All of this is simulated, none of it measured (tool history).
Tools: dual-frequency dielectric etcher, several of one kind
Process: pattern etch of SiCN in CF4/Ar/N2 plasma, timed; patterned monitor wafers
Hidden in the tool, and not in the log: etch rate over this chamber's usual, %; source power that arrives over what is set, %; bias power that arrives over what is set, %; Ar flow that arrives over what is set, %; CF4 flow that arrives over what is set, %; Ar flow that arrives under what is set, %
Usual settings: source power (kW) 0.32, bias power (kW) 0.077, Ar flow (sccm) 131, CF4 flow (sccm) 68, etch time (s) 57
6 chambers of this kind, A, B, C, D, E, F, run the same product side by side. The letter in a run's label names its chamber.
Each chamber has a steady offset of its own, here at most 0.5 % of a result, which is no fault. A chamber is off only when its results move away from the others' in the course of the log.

run	hour	source power (kW)	bias power (kW)	Ar flow (sccm)	CF4 flow (sccm)	etch time (s)	hours since the last wet clean	hours since the last source power generator calibration	hours since the last bias power generator calibration	hours since the last Ar flow controller change	hours since the last CF4 flow controller change	read-back reference wafer on the same gauge, depth_nm	mean etch depth across the wafer (angstrom)
1C	11.8	0.32	0.077	131	68	57	194.2	183.2	1779.2	533.9	1272.4	32.305	355.12
2B	24	0.32	0.077	131	68	57	183.9	436.8	1823.5	593.5	2171.4	32.274	358.82
3A	36	0.32	0.077	131	68	57	223.2	2539.2	853.4	1690.5	903.3	32.333	352.82
4F	44.9	0.32	0.077	131	68	57	399.2	1545.5	1064.3	777.6	771.3	32.318	354.08
5D	51.8	0.32	0.077	131	68	57	392	4032.5	2921.9	3313.5	3853.8	32.323	356.47
6E	57.3	0.32	0.077	131	68	57	510.9	1143.9	1491.4	2032.4	923.2	32.306	359.41
7D	68.8	0.32	0.077	131	68	57	409	4049.5	2938.9	3330.5	3870.8	32.265	355.5
8C	74.5	0.32	0.077	131	68	57	256.9	245.9	1841.9	596.6	1335.1	32.308	358.32
9B	81.6	0.32	0.068	131	68	57	241.5	494.4	1881.1	651.1	2229	32.332	343.71
# hour 92.2: chamber E: wet clean of the chamber
10F	92.9	0.32	0.068	131	68	57	447.2	1593.5	1112.3	825.6	819.3	32.329	341.79
11E	99.4	0.32	0.068	131	68	57	7.2	1186	1533.5	2074.5	965.3	32.287	343.04
12A	107.6	0.32	0.068	131	68	57	294.8	2610.8	925	1762.1	974.9	32.339	339.56
13A	119.5	0.32	0.068	131	68	57	306.7	2622.7	936.9	1774	986.8	32.262	340.74
14B	127.8	0.32	0.068	131	68	57	287.7	540.6	1927.3	697.3	2275.2	32.375	341.26
15F	136.2	0.32	0.077	131	68	57	490.5	1636.8	1155.6	868.9	862.6	32.342	361.44
16E	142.2	0.26	0.077	131	68	63.5	50	1228.8	1576.3	2117.3	1008.1	32.3	335.15
17D	150.6	0.26	0.077	131	68	63.5	490.8	4131.3	3020.7	3412.3	3952.6	32.279	330.51
18C	156.2	0.26	0.077	131	68	63.5	338.6	327.6	1923.6	678.3	1416.8	32.316	328.78
# hour 167.2: chamber D: wet clean of the chamber
19C	167.2	0.26	0.077	131	68	63.5	349.6	338.6	1934.6	689.3	1427.8	32.247	328.73
# hour 171.6: chamber A: wet clean of the chamber
20B	175.4	0.26	0.077	131	68	63.5	335.3	588.2	1974.9	744.9	2322.8	32.292	332.06
21E	185.2	0.26	0.077	131	68	63.5	93	1271.8	1619.3	2160.3	1051.1	32.324	331.48
22A	191	0.32	0.077	131	68	57	19.4	2694.2	1008.4	1845.5	1058.3	32.229	370
23F	198.4	0.32	0.077	131	68	57	552.7	1699	1217.8	931.1	924.8	32.339	359.86
24D	209.6	0.32	0.077	131	68	57	42.5	4190.3	3079.7	3471.3	4011.6	32.278	355.17
25A	218.3	0.32	0.077	131	68	57	46.7	2721.5	1035.7	1872.8	1085.6	32.305	369.1
# hour 219.6: chamber C: wet clean of the chamber
# hour 222.4: chamber F: wet clean of the chamber
26C	226	0.32	0.077	131	68	57	6.5	397.4	1993.4	748.1	1486.6	32.296	357.12
27F	232.2	0.32	0.077	131	68	57	9.9	1732.8	1251.6	964.9	958.6	32.294	357.21
28B	244	0.32	0.077	131	68	57	403.9	656.8	2043.5	813.5	2391.4	32.318	357.6
29E	251.4	0.32	0.077	131	68	57	159.2	1338	1685.5	2226.5	1117.3	32.298	357.75
30D	257.4	0.32	0.077	131	68	57	90.3	4238.1	3127.5	3519.1	4059.4	32.338	357.94
# hour 261.1: chamber B: wet clean of the chamber
31C	262.9	0.32	0.077	131	68	57	43.4	434.3	2030.3	785	1523.5	32.294	351.79
32E	273.8	0.32	0.077	131	68	57	181.6	1360.4	1707.9	2248.9	1139.7	32.284	357.66
33F	284.8	0.32	0.077	131	68	57	62.5	1785.4	1304.2	1017.5	1011.2	32.269	358.98
34D	296.4	0.32	0.077	131	68	57	129.3	4277.1	3166.5	3558.1	4098.4	32.33	355.52
# hour 297.6: chamber C: bias power generator calibrated
35B	304.4	0.32	0.077	131	68	57	43.4	717.2	2103.9	873.9	2451.8	32.335	355.83
36A	311.4	0.32	0.077	131	68	57	139.8	2814.6	1128.8	1965.9	1178.7	32.353	367.86
37F	323.5	0.32	0.077	131	68	57	101.2	1824.1	1342.9	1056.2	1049.9	32.307	356.39
38D	335.6	0.32	0.077	131	76	64.5	168.5	4316.3	3205.7	3597.3	4137.6	32.305	413.34
39B	342.8	0.32	0.077	131	76	64.5	81.8	755.6	2142.3	912.3	2490.2	32.309	405.97
40C	350.6	0.32	0.077	131	76	64.5	131.1	522	53	872.7	1611.2	32.305	411.04
41A	356.7	0.32	0.077	131	76	64.5	185.1	2859.9	1174.1	2011.2	1224	32.329	426.56

What goes on in this fleet: one chamber off, a drifting gauge, or nothing beyond the chambers' own small offsets? Name the chamber and the cause, if any.

A service left chamber A off against the others.
Cause: etch rate over this chamber's usual, % = 3.81.

Here are 4 candidates for chamber A's next run, each the usual settings with a change, their results left as question marks. Which one brings its results back in line with what the others give on the usual settings?
In line means no further than this from the other chambers' mean on the usual settings: mean etch depth across the wafer (angstrom) 7.4
42A-1	365.7	0.33	0.078	130	68	59.5							?
42A-2	365.7	0.32	0.076	131	68	55.5							?
42A-3	365.7	0.31	0.076	132	68	55							?
42A-4	365.7	0.32	0.077	131	68	59							?

The other chambers' mean on the usual settings: mean etch depth across the wafer (angstrom) 357.56
run	mean etch depth across the wafer (angstrom)
42A-1	398.34
42A-2	357.73
42A-3	344.33
42A-4	382.15
42A-2 brings the chamber back in line.
